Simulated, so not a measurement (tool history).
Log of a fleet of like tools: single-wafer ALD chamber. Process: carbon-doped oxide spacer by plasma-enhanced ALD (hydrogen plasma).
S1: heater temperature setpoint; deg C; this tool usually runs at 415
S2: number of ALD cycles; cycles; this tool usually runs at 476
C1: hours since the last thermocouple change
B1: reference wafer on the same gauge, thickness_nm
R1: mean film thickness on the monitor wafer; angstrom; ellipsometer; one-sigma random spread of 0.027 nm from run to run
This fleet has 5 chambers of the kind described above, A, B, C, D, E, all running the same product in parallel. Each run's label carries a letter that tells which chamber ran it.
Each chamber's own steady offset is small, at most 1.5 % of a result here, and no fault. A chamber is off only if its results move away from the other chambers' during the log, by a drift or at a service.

run     day   S1   S2      C1      B1      R1
 1C   0.288  415  476  1373.7  22.898  225.34
 2E   0.592  415  476   954.2  22.892  226.28
 3A   0.775  415  476  1625.2  22.893  224.55
 4D   1.146  415  476   172.4  22.887   229.2
 5B   1.483  415  476    1245  22.874  225.75
 6E   1.875  415  476     985  22.874  225.98
 7D   2.067  415  476   194.5   22.88  228.65
 8A   2.388  415  476  1663.9  22.866  224.31
 9C   2.608  415  476  1429.4  22.871  225.03
10B   2.829  415  476  1277.3  22.871   225.2
11E   3.146  426  476  1015.5  22.863  217.97
12D   3.529  426  476   229.6  22.859  220.79
13B   3.833  426  476  1301.4  22.866  218.09
14C   4.146  426  476  1466.3  22.852  216.88
15A   4.358  426  476  1711.2  22.847  216.63
      4.433  -- chamber B: thermocouple changed; heater temperature recalibrated
16A   4.592  415  555  1716.8  22.851  261.67
17D   4.958  415  555   263.9  22.843  266.14
18E     5.2  415  555  1064.8  22.846  262.98
19C   5.508  415  555    1499  22.841  261.81
20B    5.75  415  555    31.7  22.834  262.92
21B   5.983  421  476    37.3  22.844  220.84
22D   6.204  421  476   293.8  22.839  224.01
23A   6.417  421  476  1760.6  22.825  219.99
24C   6.696  421  476  1527.5  22.827  220.22
25E   7.054  421  476  1109.3  22.829  220.64
26C     7.4  427  513  1544.4  22.822  232.96
27E   7.758  427  513  1126.2  22.821  233.75
28B   7.954  427  513    84.6  22.814  233.13
29A   8.229  427  513  1804.1  22.816  232.07
30D   8.538  427  513   349.8  22.813  236.29
31D   8.746  415  476   354.8  22.809  227.79
32A   9.083  415  395  1824.6  22.795  185.53
33B   9.379  415  395   118.8  22.801  186.85
34E   9.583  415  395    1170  22.803  186.78
35C   9.833  415  395  1602.8  22.803  186.18
36B  10.133  415  395   136.9    22.8  186.34
37C  10.392  415  476  1616.2    22.8  223.89

Next, every chamber runs the same settings. What will each give?
38A  10.683  415  402           ?
38B  10.683  415  402           ?
38C  10.683  415  402           ?
38D  10.683  415  402           ?
38E  10.683  415  402           ?

run      R1
38A     189
38B  189.88
38C  189.22
38D   192.4
38E   189.9
